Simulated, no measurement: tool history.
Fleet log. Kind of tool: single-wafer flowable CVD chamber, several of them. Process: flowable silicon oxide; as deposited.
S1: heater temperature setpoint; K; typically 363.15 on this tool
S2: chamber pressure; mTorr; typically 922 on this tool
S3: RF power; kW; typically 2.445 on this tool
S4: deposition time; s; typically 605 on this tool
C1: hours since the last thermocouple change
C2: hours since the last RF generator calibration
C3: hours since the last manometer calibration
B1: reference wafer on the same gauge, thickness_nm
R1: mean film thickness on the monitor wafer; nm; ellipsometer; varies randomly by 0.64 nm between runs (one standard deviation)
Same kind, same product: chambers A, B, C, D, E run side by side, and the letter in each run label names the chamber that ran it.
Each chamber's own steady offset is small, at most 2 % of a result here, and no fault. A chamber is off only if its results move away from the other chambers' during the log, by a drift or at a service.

Run 1B, hour 8.5: usual settings; C1 969.3; C2 1101.5; C3 560.3; B1 647.2. Result: R1 638.11 nm.
Run 2C, hour 15.7: usual settings; C1 280.5; C2 525.4; C3 1405.5; B1 647.13. Result: R1 637.78 nm.
Run 3D, hour 25.9: usual settings; C1 1393.7; C2 520.9; C3 798.2; B1 647.19. Result: R1 645.93 nm.
At hour 31.8: chamber C: capacitance manometer re-zeroed and calibrated.
Run 4E, hour 31.8: usual settings; C1 1429.4; C2 357.9; C3 1731.4; B1 647.37. Result: R1 635.44 nm.
Run 5A, hour 41.1: usual settings; C1 1178.6; C2 741.5; C3 2283.4; B1 647.48. Result: R1 638.35 nm.
Run 6E, hour 53.5: usual settings; C1 1451.1; C2 379.6; C3 1753.1; B1 647.38. Result: R1 636.58 nm.
Run 7B, hour 64.1: usual settings; C1 1024.9; C2 1157.1; C3 615.9; B1 647.55. Result: R1 638.32 nm.
At hour 66.5: chamber D: capacitance manometer re-zeroed and calibrated.
Run 8D, hour 75.4: usual settings but S3 2.755 kW, S4 528 s; C1 1443.2; C2 570.4; C3 8.9; B1 647.73. Result: R1 572.3 nm.
Run 9C, hour 88.6: usual settings but S3 2.755 kW, S4 528 s; C1 353.4; C2 598.3; C3 56.9; B1 647.6. Result: R1 563.76 nm.
Run 10A, hour 101.4: usual settings but S3 2.755 kW, S4 528 s; C1 1238.9; C2 801.8; C3 2343.7; B1 647.87. Result: R1 565.55 nm.
Run 11B, hour 107.4: usual settings but S3 2.755 kW, S4 528 s; C1 1068.2; C2 1200.4; C3 659.2; B1 647.76. Result: R1 566.54 nm.
Run 12E, hour 119.2: usual settings but S3 2.755 kW, S4 528 s; C1 1516.8; C2 445.3; C3 1818.8; B1 648.04. Result: R1 563.06 nm.
Run 13D, hour 130.2: usual settings; C1 1498; C2 625.2; C3 63.7; B1 648.12. Result: R1 647.07 nm.
Run 14A, hour 139.5: usual settings; C1 1277; C2 839.9; C3 2381.8; B1 648.16. Result: R1 640.01 nm.
Run 15C, hour 151.4: usual settings; C1 416.2; C2 661.1; C3 119.7; B1 648.22. Result: R1 636.09 nm.
Run 16E, hour 164.4: usual settings; C1 1562; C2 490.5; C3 1864; B1 648.32. Result: R1 637.64 nm.
Run 17C, hour 172.5: usual settings; C1 437.3; C2 682.2; C3 140.8; B1 648.39. Result: R1 637.61 nm.
At hour 176.6: chamber A: RF generator calibrated.
Run 18A, hour 179: usual settings; C1 1316.5; C2 2.5; C3 2421.3; B1 648.45. Result: R1 640.11 nm.
Run 19D, hour 190.9: usual settings; C1 1558.7; C2 685.9; C3 124.4; B1 648.7. Result: R1 647.37 nm.
Run 20B, hour 197.8: usual settings; C1 1158.6; C2 1290.8; C3 749.6; B1 648.74. Result: R1 640.08 nm.
Run 21C, hour 205.6: usual settings; C1 470.4; C2 715.3; C3 173.9; B1 648.64. Result: R1 637.48 nm.
Run 22D, hour 218.3: usual settings; C1 1586.1; C2 713.3; C3 151.8; B1 648.99. Result: R1 647.77 nm.
Run 23A, hour 226.3: usual settings; C1 1363.8; C2 49.8; C3 2468.6; B1 648.91. Result: R1 640.08 nm.
Run 24B, hour 236.1: usual settings; C1 1196.9; C2 1329.1; C3 787.9; B1 649.02. Result: R1 639.77 nm.
Run 25E, hour 249: usual settings; C1 1646.6; C2 575.1; C3 1948.6; B1 649.15. Result: R1 639.34 nm.
Run 26E, hour 257.1: usual settings; C1 1654.7; C2 583.2; C3 1956.7; B1 649.25. Result: R1 639.25 nm.
Run 27A, hour 263: usual settings; C1 1400.5; C2 86.5; C3 2505.3; B1 649.36. Result: R1 640.85 nm.
Run 28D, hour 274.4: usual settings; C1 1642.2; C2 769.4; C3 207.9; B1 649.36. Result: R1 647.72 nm.
Run 29B, hour 286.1: usual settings but S2 810 mTorr; C1 1246.9; C2 1379.1; C3 837.9; B1 649.34. Result: R1 543.92 nm.
Run 30C, hour 299.3: usual settings but S2 810 mTorr; C1 564.1; C2 809; C3 267.6; B1 649.48. Result: R1 541.99 nm.
Run 31D, hour 309.5: usual settings but S2 810 mTorr; C1 1677.3; C2 804.5; C3 243; B1 649.59. Result: R1 548.71 nm.

All 5 chambers run these settings next. Forecast each chamber's results:
Run 32A, hour 319.1: usual settings but S1 355.15 K. Result: R1 ?.
Run 32B, hour 319.1: usual settings but S1 355.15 K. Result: R1 ?.
Run 32C, hour 319.1: usual settings but S1 355.15 K. Result: R1 ?.
Run 32D, hour 319.1: usual settings but S1 355.15 K. Result: R1 ?.
Run 32E, hour 319.1: usual settings but S1 355.15 K. Result: R1 ?.

run      R1
32A   810.8
32B  815.92
32C  813.33
32D  821.25
32E  814.35
